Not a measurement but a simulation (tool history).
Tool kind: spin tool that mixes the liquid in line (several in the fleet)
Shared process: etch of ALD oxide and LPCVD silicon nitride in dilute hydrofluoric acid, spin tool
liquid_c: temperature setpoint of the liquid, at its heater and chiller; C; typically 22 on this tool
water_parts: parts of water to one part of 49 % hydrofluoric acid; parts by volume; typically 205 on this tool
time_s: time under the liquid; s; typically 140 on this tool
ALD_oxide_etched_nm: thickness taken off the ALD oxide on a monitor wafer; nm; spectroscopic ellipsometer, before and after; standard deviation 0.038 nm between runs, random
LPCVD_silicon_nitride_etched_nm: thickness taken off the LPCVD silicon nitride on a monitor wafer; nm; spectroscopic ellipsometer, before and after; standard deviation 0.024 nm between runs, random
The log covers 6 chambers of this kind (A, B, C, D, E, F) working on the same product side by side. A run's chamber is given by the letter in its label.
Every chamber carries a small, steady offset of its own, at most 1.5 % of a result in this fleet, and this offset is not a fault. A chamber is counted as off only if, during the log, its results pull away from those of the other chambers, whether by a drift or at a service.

run,day,liquid_c,water_parts,time_s,"read-back film thickness of the ALD oxide reference wafer, read on the same gauge (nm)","read-back film thickness of the LPCVD silicon nitride reference wafer, read on the same gauge (nm)",ALD_oxide_etched_nm,LPCVD_silicon_nitride_etched_nm
1A,0.392,22,205,140,50.001,69.989,5.5106,0.30845
2C,0.962,22,205,140,50.010,70.005,5.4773,0.32814
3E,1.354,22,205,140,49.987,69.995,5.5294,0.37304
4F,1.650,22,205,140,50.032,70.020,5.5951,0.37293
5D,2.008,22,205,140,49.999,69.995,5.5486,0.33146
6B,2.633,22,235,140,49.978,69.991,4.6559,0.28149
7F,3.133,22,235,140,50.028,70.006,4.7016,0.32034
8D,3.783,22,235,140,50.003,69.997,4.7440,0.30939
9E,4.088,22,235,140,50.016,69.989,4.6584,0.29347
10C,4.375,22,235,140,50.007,70.004,4.6898,0.30380
# day 4.525: chamber B: thermometer replaced
11B,4.921,22,235,140,49.996,70.007,4.6191,0.29864
12A,5.571,22,205,140,50.013,70.009,5.5011,0.34994
13D,6.150,22,205,140,50.039,70.010,5.6363,0.39682
14C,6.717,22,205,140,49.995,69.992,5.5553,0.32550
15F,7.350,22,205,140,50.000,69.994,5.5814,0.36720
16E,7.821,22,205,140,49.981,69.999,5.5109,0.34619
17A,8.171,22,205,140,50.000,69.994,5.5010,0.34956
18B,8.633,22,205,140,50.003,70.006,5.4686,0.34851
19E,8.929,22,205,140,50.012,70.001,5.4872,0.33811
# day 9.212: chamber A: hydrofluoric acid flow meter replaced
20C,9.517,22,205,140,49.993,70.007,5.5024,0.35658
21D,10.175,22,205,140,50.007,70.013,5.7504,0.34717
22F,10.471,22,205,140,50.003,70.017,5.5798,0.38965
23B,10.879,22,205,140,50.038,69.989,5.4375,0.31815
24A,11.471,22,205,140,50.011,69.988,5.5434,0.38392
25F,11.838,22,205,140,50.012,69.993,5.5123,0.38316
26A,12.233,22,110,190,50.004,69.998,15.5430,0.80501
# day 12.558: chamber E: thermometer replaced
27D,12.812,22,110,190,49.979,70.008,16.0620,0.95511
28B,13.192,22,110,190,50.016,69.983,15.1710,0.89737
29E,13.642,22,110,190,49.984,70.017,15.5600,0.81859
30C,13.946,22,110,190,50.000,70.007,15.6050,0.90799
31F,14.258,22,110,190,49.980,69.985,15.4300,0.81159
32D,14.788,18,205,140,50.019,69.997,5.0169,0.27572
33C,15.421,18,205,140,50.017,70.005,4.7041,0.28936
# day 15.471: chamber B: hydrofluoric acid flow meter replaced
34A,15.862,18,205,140,49.985,69.993,4.7047,0.23470
35E,16.404,18,205,140,49.981,69.998,4.6928,0.28317
36B,16.962,18,205,140,50.005,70.017,4.7326,0.24847
37D,17.250,18,205,140,50.006,70.017,5.0871,0.29779
38B,17.854,22,205,140,50.001,70.011,5.4984,0.35940

What goes on in this fleet: one chamber off, a drifting gauge, or nothing beyond the chambers' own small offsets? Name the chamber and the cause, if any.

One chamber, D, drifts off from the rest bit by bit.
Most likely cause: hydrofluoric acid flow above the setpoint (%) = 5.91.

Below are 4 candidate recipes for chamber D's next run, each the usual settings with a change, their results shown as question marks. Which of them brings D's results back in line with what the other chambers give on the usual settings?
Maximum distance from the other chambers' mean on the usual settings for a result to count as in line: ALD_oxide_etched_nm 0.1300 nm; LPCVD_silicon_nitride_etched_nm 0.08400 nm
39D-1,18.333,22.0,200,140,,,?,?
39D-2,18.333,22.5,215,135,,,?,?
39D-3,18.333,22.0,210,140,,,?,?
39D-4,18.333,21.5,195,145,,,?,?

The mean the other chambers reach with the usual settings: ALD_oxide_etched_nm 5.5107 nm; LPCVD_silicon_nitride_etched_nm 0.34678 nm
run,ALD_oxide_etched_nm,LPCVD_silicon_nitride_etched_nm
39D-1,6.1256,0.35731
39D-2,5.5188,0.33137
39D-3,5.7794,0.34072
39D-4,6.4164,0.36743
The right change is 39D-2: it brings the chamber back within the allowed miss of the others.
